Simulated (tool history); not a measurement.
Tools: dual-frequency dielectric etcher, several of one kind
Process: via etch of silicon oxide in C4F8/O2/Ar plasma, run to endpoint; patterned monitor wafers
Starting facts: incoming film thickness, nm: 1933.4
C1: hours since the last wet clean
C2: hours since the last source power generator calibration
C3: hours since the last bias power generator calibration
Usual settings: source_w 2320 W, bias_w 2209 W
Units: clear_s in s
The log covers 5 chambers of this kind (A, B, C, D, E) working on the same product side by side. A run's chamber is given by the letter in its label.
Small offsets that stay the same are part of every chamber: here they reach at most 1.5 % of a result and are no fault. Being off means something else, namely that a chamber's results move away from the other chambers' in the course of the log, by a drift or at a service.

{"run": "1E", "hour": 8.4, "source_w": 2320, "bias_w": 2209, "C1": 297.8, "C2": 2783.0, "C3": 1212.2, "clear_s": 352.77}
{"run": "2B", "hour": 15.9, "source_w": 2320, "bias_w": 2209, "C1": 57.2, "C2": 880.0, "C3": 3916.6, "clear_s": 347.98}
{"run": "3D", "hour": 23.6, "source_w": 2320, "bias_w": 2209, "C1": 541.7, "C2": 3367.3, "C3": 1299.1, "clear_s": 347.45}
{"run": "4A", "hour": 30.9, "source_w": 2320, "bias_w": 2209, "C1": 106.1, "C2": 732.1, "C3": 2518.8, "clear_s": 355.53}
{"run": "5C", "hour": 39.2, "source_w": 2320, "bias_w": 2209, "C1": 79.8, "C2": 3966.3, "C3": 1992.4, "clear_s": 344.38}
{"run": "6C", "hour": 44.2, "source_w": 2320, "bias_w": 2209, "C1": 84.8, "C2": 3971.3, "C3": 1997.4, "clear_s": 348.69}
{"run": "7E", "hour": 54.9, "source_w": 2320, "bias_w": 2209, "C1": 344.3, "C2": 2829.5, "C3": 1258.7, "clear_s": 353.77}
{"run": "8D", "hour": 63.1, "source_w": 2320, "bias_w": 2209, "C1": 581.2, "C2": 3406.8, "C3": 1338.6, "clear_s": 352.89}
{"run": "9A", "hour": 73.4, "source_w": 2320, "bias_w": 2209, "C1": 148.6, "C2": 774.6, "C3": 2561.3, "clear_s": 353.31}
{"run": "10B", "hour": 83.1, "source_w": 2320, "bias_w": 2209, "C1": 124.4, "C2": 947.2, "C3": 3983.8, "clear_s": 350.29}
{"run": "11C", "hour": 89.0, "source_w": 2320, "bias_w": 2209, "C1": 129.6, "C2": 4016.1, "C3": 2042.2, "clear_s": 342.64}
{"hour": 98.5, "done": "chamber D: wet clean of the chamber"}
{"run": "12E", "hour": 99.0, "source_w": 2320, "bias_w": 2209, "C1": 388.4, "C2": 2873.6, "C3": 1302.8, "clear_s": 346.83}
{"run": "13D", "hour": 107.9, "source_w": 2320, "bias_w": 2209, "C1": 9.4, "C2": 3451.6, "C3": 1383.4, "clear_s": 347.94}
{"run": "14A", "hour": 113.0, "source_w": 2320, "bias_w": 2209, "C1": 188.2, "C2": 814.2, "C3": 2600.9, "clear_s": 349.62}
{"run": "15B", "hour": 123.5, "source_w": 2320, "bias_w": 2209, "C1": 164.8, "C2": 987.6, "C3": 4024.2, "clear_s": 345.81}
{"run": "16C", "hour": 128.8, "source_w": 2560, "bias_w": 1998, "C1": 169.4, "C2": 4055.9, "C3": 2082.0, "clear_s": 342.06}
{"run": "17A", "hour": 138.3, "source_w": 2560, "bias_w": 1998, "C1": 213.5, "C2": 839.5, "C3": 2626.2, "clear_s": 348.17}
{"run": "18D", "hour": 145.9, "source_w": 2560, "bias_w": 1998, "C1": 47.4, "C2": 3489.6, "C3": 1421.4, "clear_s": 348.97}
{"run": "19E", "hour": 152.0, "source_w": 2560, "bias_w": 1998, "C1": 441.4, "C2": 2926.6, "C3": 1355.8, "clear_s": 346.59}
{"run": "20B", "hour": 160.4, "source_w": 2560, "bias_w": 1998, "C1": 201.7, "C2": 1024.5, "C3": 4061.1, "clear_s": 342.69}
{"run": "21D", "hour": 165.3, "source_w": 2320, "bias_w": 2209, "C1": 66.8, "C2": 3509.0, "C3": 1440.8, "clear_s": 353.81}
{"run": "22B", "hour": 174.6, "source_w": 2320, "bias_w": 2209, "C1": 215.9, "C2": 1038.7, "C3": 4075.3, "clear_s": 346.48}
{"run": "23E", "hour": 179.6, "source_w": 2320, "bias_w": 2209, "C1": 469.0, "C2": 2954.2, "C3": 1383.4, "clear_s": 354.88}
{"run": "24A", "hour": 186.0, "source_w": 2320, "bias_w": 2209, "C1": 261.2, "C2": 887.2, "C3": 2673.9, "clear_s": 350.02}
{"run": "25C", "hour": 195.8, "source_w": 2320, "bias_w": 2209, "C1": 236.4, "C2": 4122.9, "C3": 2149.0, "clear_s": 346.67}
{"run": "26C", "hour": 205.6, "source_w": 2320, "bias_w": 2209, "C1": 246.2, "C2": 4132.7, "C3": 2158.8, "clear_s": 346.24}
{"run": "27D", "hour": 210.5, "source_w": 2320, "bias_w": 2209, "C1": 112.0, "C2": 3554.2, "C3": 1486.0, "clear_s": 349.56}
{"run": "28B", "hour": 217.7, "source_w": 2320, "bias_w": 2209, "C1": 259.0, "C2": 1081.8, "C3": 4118.4, "clear_s": 348.16}
{"hour": 219.6, "done": "chamber E: wet clean of the chamber"}
{"run": "29E", "hour": 224.9, "source_w": 2320, "bias_w": 2209, "C1": 5.4, "C2": 2999.5, "C3": 1428.7, "clear_s": 351.6}
{"run": "30A", "hour": 231.7, "source_w": 2320, "bias_w": 2209, "C1": 306.9, "C2": 932.9, "C3": 2719.6, "clear_s": 350.95}
{"run": "31E", "hour": 239.2, "source_w": 2320, "bias_w": 2209, "C1": 19.7, "C2": 3013.8, "C3": 1443.0, "clear_s": 353.98}
{"run": "32C", "hour": 243.9, "source_w": 2320, "bias_w": 2209, "C1": 284.5, "C2": 4171.0, "C3": 2197.1, "clear_s": 343.63}
{"run": "33B", "hour": 249.4, "source_w": 2040, "bias_w": 2209, "C1": 290.7, "C2": 1113.5, "C3": 4150.1, "clear_s": 364.39}
{"run": "34A", "hour": 255.4, "source_w": 2040, "bias_w": 2209, "C1": 330.6, "C2": 956.6, "C3": 2743.3, "clear_s": 373.27}
{"run": "35D", "hour": 266.3, "source_w": 2040, "bias_w": 2209, "C1": 167.8, "C2": 3610.0, "C3": 1541.8, "clear_s": 368.14}
{"run": "36A", "hour": 272.2, "source_w": 2040, "bias_w": 2209, "C1": 347.4, "C2": 973.4, "C3": 2760.1, "clear_s": 376.1}

All chambers now run identical settings, listed one chamber a line with results as question marks. What results will each chamber show?
{"run": "37A", "hour": 280.0, "source_w": 2320, "bias_w": 2209, "clear_s": "?"}
{"run": "37B", "hour": 280.0, "source_w": 2320, "bias_w": 2209, "clear_s": "?"}
{"run": "37C", "hour": 280.0, "source_w": 2320, "bias_w": 2209, "clear_s": "?"}
{"run": "37D", "hour": 280.0, "source_w": 2320, "bias_w": 2209, "clear_s": "?"}
{"run": "37E", "hour": 280.0, "source_w": 2320, "bias_w": 2209, "clear_s": "?"}

run=37A clear_s=355.00
run=37B clear_s=343.48
run=37C clear_s=347.39
run=37D clear_s=350.40
run=37E clear_s=353.54
